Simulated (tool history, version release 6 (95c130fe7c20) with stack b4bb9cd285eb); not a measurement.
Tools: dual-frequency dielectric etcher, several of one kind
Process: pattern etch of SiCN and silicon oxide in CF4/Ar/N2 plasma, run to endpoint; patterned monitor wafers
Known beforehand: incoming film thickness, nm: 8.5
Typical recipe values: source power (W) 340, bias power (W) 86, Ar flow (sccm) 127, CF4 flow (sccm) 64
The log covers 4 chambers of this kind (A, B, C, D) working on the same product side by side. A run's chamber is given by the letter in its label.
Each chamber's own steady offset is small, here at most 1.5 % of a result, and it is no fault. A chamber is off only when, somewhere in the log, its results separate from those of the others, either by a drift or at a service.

run	hour	source power (W)	bias power (W)	Ar flow (sccm)	CF4 flow (sccm)	hours since the last wet clean	hours since the last source power generator calibration	hours since the last bias power generator calibration	hours since the last Ar flow controller change	hours since the last CF4 flow controller change	endpoint time (s)
1D	5.0	340	86	127	64	311.1	1619.4	357.2	192.7	966.1	12.468
2C	12.0	340	86	127	64	167.8	3775.4	2566.3	1202.7	1006.0	12.434
3B	17.4	340	86	127	64	217.1	1403.5	2173.7	2015.0	819.5	12.334
4A	22.6	340	86	127	64	474.7	347.1	2998.5	2480.6	777.1	12.457
5A	29.1	340	86	127	64	481.2	353.6	3005.0	2487.1	783.6	12.338
6C	39.9	340	86	127	64	195.7	3803.3	2594.2	1230.6	1033.9	12.407
7B	45.7	340	86	127	64	245.4	1431.8	2202.0	2043.3	847.8	12.168
8D	53.9	340	86	127	64	360.0	1668.3	406.1	241.6	1015.0	12.313
# hour 60.2: chamber C: bias power generator calibrated
9A	63.5	340	86	127	64	515.6	388.0	3039.4	2521.5	818.0	12.369
10C	72.7	340	86	127	64	228.5	3836.1	12.5	1263.4	1066.7	12.325
11B	81.1	340	86	127	64	280.8	1467.2	2237.4	2078.7	883.2	12.269
# hour 91.3: chamber A: wet clean of the chamber
12D	91.6	340	86	127	64	397.7	1706.0	443.8	279.3	1052.7	12.346
13D	99.4	340	86	127	64	405.5	1713.8	451.6	287.1	1060.5	12.353
14B	104.8	340	86	127	64	304.5	1490.9	2261.1	2102.4	906.9	12.348
15A	112.1	340	86	127	64	20.9	436.6	3088.0	2570.1	866.6	12.347
16C	117.6	340	86	127	64	273.4	3881.0	57.4	1308.3	1111.6	12.350
17B	124.1	340	86	127	64	323.8	1510.2	2280.4	2121.7	926.2	12.283
18D	134.8	340	86	102	57	440.9	1749.2	487.0	322.5	1095.9	12.166
19C	142.3	340	86	102	57	298.1	3905.7	82.1	1333.0	1136.3	12.203
20A	147.5	340	86	102	57	56.3	472.0	3123.4	2605.5	902.0	12.199
# hour 154.0: chamber D: wet clean of the chamber
21D	155.3	340	86	102	57	1.3	1769.7	507.5	343.0	1116.4	12.222
22A	164.4	340	86	127	64	73.2	488.9	3140.3	2622.4	918.9	12.449
23C	171.5	340	86	127	64	327.3	3934.9	111.3	1362.2	1165.5	12.332
24B	179.8	340	86	127	64	379.5	1565.9	2336.1	2177.4	981.9	12.282
25C	184.7	340	86	127	64	340.5	3948.1	124.5	1375.4	1178.7	12.323
26A	193.6	340	86	127	64	102.4	518.1	3169.5	2651.6	948.1	12.434
27B	201.3	340	86	127	64	401.0	1587.4	2357.6	2198.9	1003.4	12.241
28D	212.2	340	86	127	64	58.2	1826.6	564.4	399.9	1173.3	12.426
29B	221.9	340	86	127	64	421.6	1608.0	2378.2	2219.5	1024.0	12.411
30A	232.6	340	86	127	64	141.4	557.1	3208.5	2690.6	987.1	12.379
31D	242.4	340	86	127	64	88.4	1856.8	594.6	430.1	1203.5	12.400
32C	251.2	340	86	127	64	407.0	4014.6	191.0	1441.9	1245.2	12.339
33B	256.7	340	86	127	64	456.4	1642.8	2413.0	2254.3	1058.8	12.245
34A	265.5	340	86	127	64	174.3	590.0	3241.4	2723.5	1020.0	12.324
35D	274.6	340	86	127	64	120.6	1889.0	626.8	462.3	1235.7	12.409
36C	279.7	340	100	127	74	435.5	4043.1	219.5	1470.4	1273.7	11.421
37A	286.6	340	100	127	74	195.4	611.1	3262.5	2744.6	1041.1	11.461
38D	292.7	340	100	127	74	138.7	1907.1	644.9	480.4	1253.8	11.503
39B	302.3	340	100	127	74	502.0	1688.4	2458.6	2299.9	1104.4	11.417
# hour 302.6: chamber B: wet clean of the chamber
# hour 310.1: chamber B: source power generator calibrated
40C	311.5	340	86	127	64	467.3	4074.9	251.3	1502.2	1305.5	12.375
# hour 312.5: chamber C: source power generator calibrated
41B	320.3	340	86	127	64	17.8	10.2	2476.6	2317.9	1122.4	12.251
42C	328.3	340	86	127	64	484.1	15.8	268.1	1519.0	1322.3	12.283
43D	336.7	340	69	127	64	182.7	1951.1	688.9	524.4	1297.8	13.487

The same settings go to every chamber for the next run, one line per chamber below. Forecast the results for each:
44A	344.6	340	86	127	64						?
44B	344.6	340	86	127	64						?
44C	344.6	340	86	127	64						?
44D	344.6	340	86	127	64						?

run	endpoint time (s)
44A	12.420
44B	12.300
44C	12.421
44D	12.331
